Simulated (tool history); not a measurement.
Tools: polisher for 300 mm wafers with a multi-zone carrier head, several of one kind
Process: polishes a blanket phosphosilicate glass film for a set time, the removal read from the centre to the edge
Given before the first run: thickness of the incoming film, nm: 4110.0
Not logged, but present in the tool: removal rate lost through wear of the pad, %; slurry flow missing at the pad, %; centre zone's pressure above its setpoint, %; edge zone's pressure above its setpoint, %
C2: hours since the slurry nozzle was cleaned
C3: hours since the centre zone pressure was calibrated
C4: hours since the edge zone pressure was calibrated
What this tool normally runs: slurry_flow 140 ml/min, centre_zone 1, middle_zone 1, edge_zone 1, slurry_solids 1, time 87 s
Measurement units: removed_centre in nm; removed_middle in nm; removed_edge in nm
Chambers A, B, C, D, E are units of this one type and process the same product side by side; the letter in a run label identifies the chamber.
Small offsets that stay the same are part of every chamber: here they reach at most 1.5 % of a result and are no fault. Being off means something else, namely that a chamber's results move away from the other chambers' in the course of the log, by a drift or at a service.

{"hour": 2.1, "done": "chamber A: worn pad replaced by a new one"}
{"run": "1A", "hour": 13.3, "slurry_flow": 140, "centre_zone": 1, "middle_zone": 1, "edge_zone": 1, "slurry_solids": 1, "time": 87, "wafers polished on this pad": 127, "C2": 729.4, "C3": 590.2, "C4": 390.7, "removed_centre": 542.49, "removed_middle": 535.28, "removed_edge": 553.66}
{"run": "2C", "hour": 19.6, "slurry_flow": 140, "centre_zone": 1, "middle_zone": 1, "edge_zone": 1, "slurry_solids": 1, "time": 87, "wafers polished on this pad": 929, "C2": 83.2, "C3": 1069.9, "C4": 112.2, "removed_centre": 547.1, "removed_middle": 549.16, "removed_edge": 550.7}
{"hour": 20.0, "done": "chamber C: worn pad replaced by a new one"}
{"hour": 24.4, "done": "chamber A: slurry nozzle cleaned"}
{"run": "3E", "hour": 31.0, "slurry_flow": 140, "centre_zone": 1, "middle_zone": 1, "edge_zone": 1, "slurry_solids": 1, "time": 87, "wafers polished on this pad": 794, "C2": 284.8, "C3": 919.1, "C4": 314, "removed_centre": 535.67, "removed_middle": 542.96, "removed_edge": 546.15}
{"hour": 34.9, "done": "chamber D: worn pad replaced by a new one"}
{"run": "4D", "hour": 41.7, "slurry_flow": 140, "centre_zone": 1, "middle_zone": 1, "edge_zone": 1, "slurry_solids": 1, "time": 87, "wafers polished on this pad": 77, "C2": 99.9, "C3": 755.5, "C4": 218.9, "removed_centre": 539.82, "removed_middle": 561.47, "removed_edge": 551.08}
{"hour": 46.6, "done": "chamber B: worn pad replaced by a new one"}
{"hour": 47.5, "done": "chamber E: worn pad replaced by a new one"}
{"run": "5B", "hour": 52.5, "slurry_flow": 140, "centre_zone": 1, "middle_zone": 1, "edge_zone": 1, "slurry_solids": 1, "time": 87, "wafers polished on this pad": 67, "C2": 226.3, "C3": 794, "C4": 1168.4, "removed_centre": 549.29, "removed_middle": 547.83, "removed_edge": 559.9}
{"run": "6A", "hour": 64.7, "slurry_flow": 140, "centre_zone": 1, "middle_zone": 1, "edge_zone": 1, "slurry_solids": 1, "time": 87, "wafers polished on this pad": 709, "C2": 40.3, "C3": 641.6, "C4": 442.1, "removed_centre": 549.1, "removed_middle": 540.8, "removed_edge": 553.48}
{"run": "7B", "hour": 70.6, "slurry_flow": 140, "centre_zone": 1, "middle_zone": 1, "edge_zone": 1, "slurry_solids": 1, "time": 87, "wafers polished on this pad": 272, "C2": 244.4, "C3": 812.1, "C4": 1186.5, "removed_centre": 544.64, "removed_middle": 550.92, "removed_edge": 544.1}
{"run": "8D", "hour": 82.6, "slurry_flow": 140, "centre_zone": 1, "middle_zone": 1, "edge_zone": 1, "slurry_solids": 1, "time": 87, "wafers polished on this pad": 541, "C2": 140.8, "C3": 796.4, "C4": 259.8, "removed_centre": 546.35, "removed_middle": 542.01, "removed_edge": 541.25}
{"hour": 92.2, "done": "chamber E: centre zone pressure recalibrated"}
{"run": "9E", "hour": 93.5, "slurry_flow": 140, "centre_zone": 1, "middle_zone": 1, "edge_zone": 1, "slurry_solids": 1, "time": 87, "wafers polished on this pad": 521, "C2": 347.3, "C3": 1.3, "C4": 376.5, "removed_centre": 549.53, "removed_middle": 543.91, "removed_edge": 538.38}
{"hour": 99.4, "done": "chamber A: worn pad replaced by a new one"}
{"hour": 101.6, "done": "chamber C: worn pad replaced by a new one"}
{"run": "10C", "hour": 104.3, "slurry_flow": 140, "centre_zone": 1, "middle_zone": 1.04, "edge_zone": 1, "slurry_solids": 0.9, "time": 87, "wafers polished on this pad": 31, "C2": 167.9, "C3": 1154.6, "C4": 196.9, "removed_centre": 518.51, "removed_middle": 540.73, "removed_edge": 519.14}
{"run": "11C", "hour": 110.2, "slurry_flow": 140, "centre_zone": 1, "middle_zone": 1.04, "edge_zone": 1, "slurry_solids": 0.9, "time": 87, "wafers polished on this pad": 98, "C2": 173.8, "C3": 1160.5, "C4": 202.8, "removed_centre": 525.1, "removed_middle": 542.28, "removed_edge": 512.67}
{"run": "12B", "hour": 116.3, "slurry_flow": 140, "centre_zone": 1, "middle_zone": 1.04, "edge_zone": 1, "slurry_solids": 0.9, "time": 87, "wafers polished on this pad": 790, "C2": 290.1, "C3": 857.8, "C4": 1232.2, "removed_centre": 517.67, "removed_middle": 553.36, "removed_edge": 521.09}
{"run": "13A", "hour": 127.9, "slurry_flow": 140, "centre_zone": 1, "middle_zone": 1.04, "edge_zone": 1, "slurry_solids": 0.9, "time": 87, "wafers polished on this pad": 323, "C2": 103.5, "C3": 704.8, "C4": 505.3, "removed_centre": 508.79, "removed_middle": 534.32, "removed_edge": 523.35}
{"hour": 132.1, "done": "chamber B: edge zone pressure recalibrated"}
{"hour": 135.9, "done": "chamber E: worn pad replaced by a new one"}
{"run": "14E", "hour": 137.9, "slurry_flow": 140, "centre_zone": 1, "middle_zone": 1.04, "edge_zone": 1, "slurry_solids": 0.9, "time": 87, "wafers polished on this pad": 23, "C2": 391.7, "C3": 45.7, "C4": 420.9, "removed_centre": 502.96, "removed_middle": 524.5, "removed_edge": 519.48}
{"hour": 140.5, "done": "chamber D: worn pad replaced by a new one"}
{"run": "15D", "hour": 150.7, "slurry_flow": 140, "centre_zone": 1, "middle_zone": 1, "edge_zone": 1, "slurry_solids": 1, "time": 87, "wafers polished on this pad": 116, "C2": 208.9, "C3": 864.5, "C4": 327.9, "removed_centre": 532.02, "removed_middle": 552.04, "removed_edge": 538.33}
{"run": "16D", "hour": 161.2, "slurry_flow": 140, "centre_zone": 0.89, "middle_zone": 1.08, "edge_zone": 1, "slurry_solids": 1, "time": 87, "wafers polished on this pad": 235, "C2": 219.4, "C3": 875, "C4": 338.4, "removed_centre": 481.75, "removed_middle": 584.52, "removed_edge": 540.21}
{"run": "17B", "hour": 169.9, "slurry_flow": 140, "centre_zone": 0.89, "middle_zone": 1.08, "edge_zone": 1, "slurry_solids": 1, "time": 87, "wafers polished on this pad": 1397, "C2": 343.7, "C3": 911.4, "C4": 37.9, "removed_centre": 486.35, "removed_middle": 578.76, "removed_edge": 560.29}
{"hour": 175.7, "done": "chamber C: worn pad replaced by a new one"}
{"run": "18C", "hour": 182.9, "slurry_flow": 140, "centre_zone": 0.89, "middle_zone": 1.08, "edge_zone": 1, "slurry_solids": 1, "time": 87, "wafers polished on this pad": 82, "C2": 246.5, "C3": 1233.2, "C4": 275.5, "removed_centre": 476.24, "removed_middle": 585.15, "removed_edge": 546.82}
{"hour": 187.4, "done": "chamber B: worn pad replaced by a new one"}
{"hour": 190.0, "done": "chamber A: worn pad replaced by a new one"}
{"run": "19A", "hour": 193.0, "slurry_flow": 140, "centre_zone": 0.89, "middle_zone": 1.08, "edge_zone": 1, "slurry_solids": 1, "time": 87, "wafers polished on this pad": 34, "C2": 168.6, "C3": 769.9, "C4": 570.4, "removed_centre": 475.23, "removed_middle": 586.83, "removed_edge": 546.78}
{"run": "20E", "hour": 204.6, "slurry_flow": 140, "centre_zone": 0.89, "middle_zone": 1.08, "edge_zone": 1, "slurry_solids": 1, "time": 87, "wafers polished on this pad": 779, "C2": 458.4, "C3": 112.4, "C4": 487.6, "removed_centre": 467.63, "removed_middle": 556.04, "removed_edge": 524.19}
{"hour": 216.9, "done": "chamber E: worn pad replaced by a new one"}
{"run": "21E", "hour": 217.0, "slurry_flow": 140, "centre_zone": 1.04, "middle_zone": 1, "edge_zone": 1, "slurry_solids": 1, "time": 87, "wafers polished on this pad": 1, "C2": 470.8, "C3": 124.8, "C4": 500, "removed_centre": 564.38, "removed_middle": 521.1, "removed_edge": 532.99}
{"run": "22D", "hour": 222.9, "slurry_flow": 140, "centre_zone": 1.04, "middle_zone": 1, "edge_zone": 1, "slurry_solids": 1, "time": 87, "wafers polished on this pad": 934, "C2": 281.1, "C3": 936.7, "C4": 400.1, "removed_centre": 576.51, "removed_middle": 543.21, "removed_edge": 542.37}
{"run": "23A", "hour": 232.3, "slurry_flow": 140, "centre_zone": 1.04, "middle_zone": 1, "edge_zone": 1, "slurry_solids": 1, "time": 87, "wafers polished on this pad": 479, "C2": 207.9, "C3": 809.2, "C4": 609.7, "removed_centre": 560.44, "removed_middle": 542.76, "removed_edge": 560.46}
{"hour": 242.1, "done": "chamber D: slurry nozzle cleaned"}
{"run": "24B", "hour": 243.3, "slurry_flow": 140, "centre_zone": 1.04, "middle_zone": 1, "edge_zone": 1, "slurry_solids": 1, "time": 87, "wafers polished on this pad": 633, "C2": 417.1, "C3": 984.8, "C4": 111.3, "removed_centre": 574.76, "removed_middle": 555.03, "removed_edge": 543.03}
{"run": "25C", "hour": 249.6, "slurry_flow": 140, "centre_zone": 1.04, "middle_zone": 1, "edge_zone": 1, "slurry_solids": 1, "time": 87, "wafers polished on this pad": 837, "C2": 313.2, "C3": 1299.9, "C4": 342.2, "removed_centre": 577.51, "removed_middle": 553.81, "removed_edge": 544.98}
{"run": "26E", "hour": 259.5, "slurry_flow": 140, "centre_zone": 1, "middle_zone": 1, "edge_zone": 1, "slurry_solids": 1, "time": 87, "wafers polished on this pad": 483, "C2": 513.3, "C3": 167.3, "C4": 542.5, "removed_centre": 505.66, "removed_middle": 508.26, "removed_edge": 524.78}
{"hour": 262.2, "done": "chamber D: worn pad replaced by a new one"}
{"hour": 263.0, "done": "chamber C: worn pad replaced by a new one"}
{"run": "27A", "hour": 270.6, "slurry_flow": 140, "centre_zone": 1, "middle_zone": 1, "edge_zone": 1, "slurry_solids": 1, "time": 87, "wafers polished on this pad": 913, "C2": 246.2, "C3": 847.5, "C4": 648, "removed_centre": 535.23, "removed_middle": 544.06, "removed_edge": 550.3}
{"hour": 276.1, "done": "chamber D: edge zone pressure recalibrated"}
{"run": "28C", "hour": 280.4, "slurry_flow": 140, "centre_zone": 1, "middle_zone": 1, "edge_zone": 1, "slurry_solids": 1, "time": 87, "wafers polished on this pad": 197, "C2": 344, "C3": 1330.7, "C4": 373, "removed_centre": 548.63, "removed_middle": 542.91, "removed_edge": 546.01}
{"hour": 282.2, "done": "chamber D: centre zone pressure recalibrated"}
{"run": "29D", "hour": 289.1, "slurry_flow": 140, "centre_zone": 1, "middle_zone": 1, "edge_zone": 1, "slurry_solids": 1, "time": 87, "wafers polished on this pad": 304, "C2": 47.1, "C3": 7, "C4": 13.1, "removed_centre": 541, "removed_middle": 553.8, "removed_edge": 545.58}
{"hour": 295.1, "done": "chamber A: worn pad replaced by a new one"}
{"run": "30B", "hour": 297.9, "slurry_flow": 140, "centre_zone": 1, "middle_zone": 1, "edge_zone": 1, "slurry_solids": 1, "time": 87, "wafers polished on this pad": 1252, "C2": 471.7, "C3": 1039.4, "C4": 165.9, "removed_centre": 537.62, "removed_middle": 555.17, "removed_edge": 562.33}
{"hour": 298.1, "done": "chamber B: worn pad replaced by a new one"}
{"hour": 306.8, "done": "chamber E: worn pad replaced by a new one"}
{"run": "31E", "hour": 308.0, "slurry_flow": 140, "centre_zone": 1, "middle_zone": 1, "edge_zone": 1, "slurry_solids": 1, "time": 87, "wafers polished on this pad": 13, "C2": 561.8, "C3": 215.8, "C4": 591, "removed_centre": 503.7, "removed_middle": 498.21, "removed_edge": 513.05}
{"run": "32A", "hour": 321.2, "slurry_flow": 140, "centre_zone": 1, "middle_zone": 1, "edge_zone": 1, "slurry_solids": 1, "time": 87, "wafers polished on this pad": 296, "C2": 296.8, "C3": 898.1, "C4": 698.6, "removed_centre": 553.53, "removed_middle": 540.29, "removed_edge": 549.97}
{"hour": 323.6, "done": "chamber C: centre zone pressure recalibrated"}
{"run": "33C", "hour": 327.4, "slurry_flow": 140, "centre_zone": 1, "middle_zone": 1, "edge_zone": 1, "slurry_solids": 1, "time": 109, "wafers polished on this pad": 729, "C2": 391, "C3": 3.9, "C4": 420, "removed_centre": 703.6, "removed_middle": 696.37, "removed_edge": 675.98}
{"run": "34B", "hour": 340.7, "slurry_flow": 140, "centre_zone": 1, "middle_zone": 1, "edge_zone": 1, "slurry_solids": 1, "time": 109, "wafers polished on this pad": 482, "C2": 514.5, "C3": 1082.2, "C4": 208.7, "removed_centre": 695.4, "removed_middle": 686.36, "removed_edge": 684.45}
{"hour": 351.8, "done": "chamber C: worn pad replaced by a new one"}
{"hour": 352.8, "done": "chamber B: centre zone pressure recalibrated"}
{"run": "35D", "hour": 353.5, "slurry_flow": 140, "centre_zone": 1, "middle_zone": 1, "edge_zone": 1, "slurry_solids": 1, "time": 109, "wafers polished on this pad": 1034, "C2": 111.5, "C3": 71.4, "C4": 77.5, "removed_centre": 687.59, "removed_middle": 688.36, "removed_edge": 677.15}
{"run": "36A", "hour": 361.0, "slurry_flow": 140, "centre_zone": 1, "middle_zone": 1, "edge_zone": 1, "slurry_solids": 1, "time": 109, "wafers polished on this pad": 747, "C2": 336.6, "C3": 937.9, "C4": 738.4, "removed_centre": 701.93, "removed_middle": 701.24, "removed_edge": 657.81}
{"run": "37C", "hour": 370.1, "slurry_flow": 140, "centre_zone": 1, "middle_zone": 1, "edge_zone": 1, "slurry_solids": 1, "time": 109, "wafers polished on this pad": 207, "C2": 433.7, "C3": 46.6, "C4": 462.7, "removed_centre": 695.77, "removed_middle": 704.35, "removed_edge": 695.88}
{"run": "38B", "hour": 380.3, "slurry_flow": 140, "centre_zone": 1, "middle_zone": 1, "edge_zone": 1, "slurry_solids": 1, "time": 87, "wafers polished on this pad": 931, "C2": 554.1, "C3": 27.6, "C4": 248.3, "removed_centre": 539.31, "removed_middle": 547.57, "removed_edge": 551.45}
{"hour": 380.9, "done": "chamber E: worn pad replaced by a new one"}
{"hour": 383.1, "done": "chamber A: worn pad replaced by a new one"}
{"hour": 383.5, "done": "chamber D: worn pad replaced by a new one"}
{"run": "39E", "hour": 388.0, "slurry_flow": 140, "centre_zone": 1, "middle_zone": 1, "edge_zone": 1, "slurry_solids": 1, "time": 87, "wafers polished on this pad": 80, "C2": 641.8, "C3": 295.8, "C4": 671, "removed_centre": 487.23, "removed_middle": 491.74, "removed_edge": 511.62}
{"run": "40D", "hour": 396.7, "slurry_flow": 140, "centre_zone": 1, "middle_zone": 1, "edge_zone": 1, "slurry_solids": 1.1, "time": 87, "wafers polished on this pad": 150, "C2": 154.7, "C3": 114.6, "C4": 120.7, "removed_centre": 550.24, "removed_middle": 575.49, "removed_edge": 573.59}
{"run": "41A", "hour": 403.1, "slurry_flow": 140, "centre_zone": 1, "middle_zone": 1, "edge_zone": 1, "slurry_solids": 1.1, "time": 87, "wafers polished on this pad": 227, "C2": 378.7, "C3": 980, "C4": 780.5, "removed_centre": 572.46, "removed_middle": 568.43, "removed_edge": 582.75}

Predict what each chamber gives when all 5 of them run the settings below next.
{"run": "42A", "hour": 412.7, "slurry_flow": 165, "centre_zone": 1, "middle_zone": 1, "edge_zone": 1, "slurry_solids": 1, "time": 87, "removed_centre": "?", "removed_middle": "?", "removed_edge": "?"}
{"run": "42B", "hour": 412.7, "slurry_flow": 165, "centre_zone": 1, "middle_zone": 1, "edge_zone": 1, "slurry_solids": 1, "time": 87, "removed_centre": "?", "removed_middle": "?", "removed_edge": "?"}
{"run": "42C", "hour": 412.7, "slurry_flow": 165, "centre_zone": 1, "middle_zone": 1, "edge_zone": 1, "slurry_solids": 1, "time": 87, "removed_centre": "?", "removed_middle": "?", "removed_edge": "?"}
{"run": "42D", "hour": 412.7, "slurry_flow": 165, "centre_zone": 1, "middle_zone": 1, "edge_zone": 1, "slurry_solids": 1, "time": 87, "removed_centre": "?", "removed_middle": "?", "removed_edge": "?"}
{"run": "42E", "hour": 412.7, "slurry_flow": 165, "centre_zone": 1, "middle_zone": 1, "edge_zone": 1, "slurry_solids": 1, "time": 87, "removed_centre": "?", "removed_middle": "?", "removed_edge": "?"}

run=42A removed_centre=563.85 removed_middle=572.13 removed_edge=562.2
run=42B removed_centre=566.1 removed_middle=572.82 removed_edge=570.07
run=42C removed_centre=550.15 removed_middle=578.71 removed_edge=554.97
run=42D removed_centre=546.91 removed_middle=561.61 removed_edge=551.8
run=42E removed_centre=503.82 removed_middle=506.41 removed_edge=522.33

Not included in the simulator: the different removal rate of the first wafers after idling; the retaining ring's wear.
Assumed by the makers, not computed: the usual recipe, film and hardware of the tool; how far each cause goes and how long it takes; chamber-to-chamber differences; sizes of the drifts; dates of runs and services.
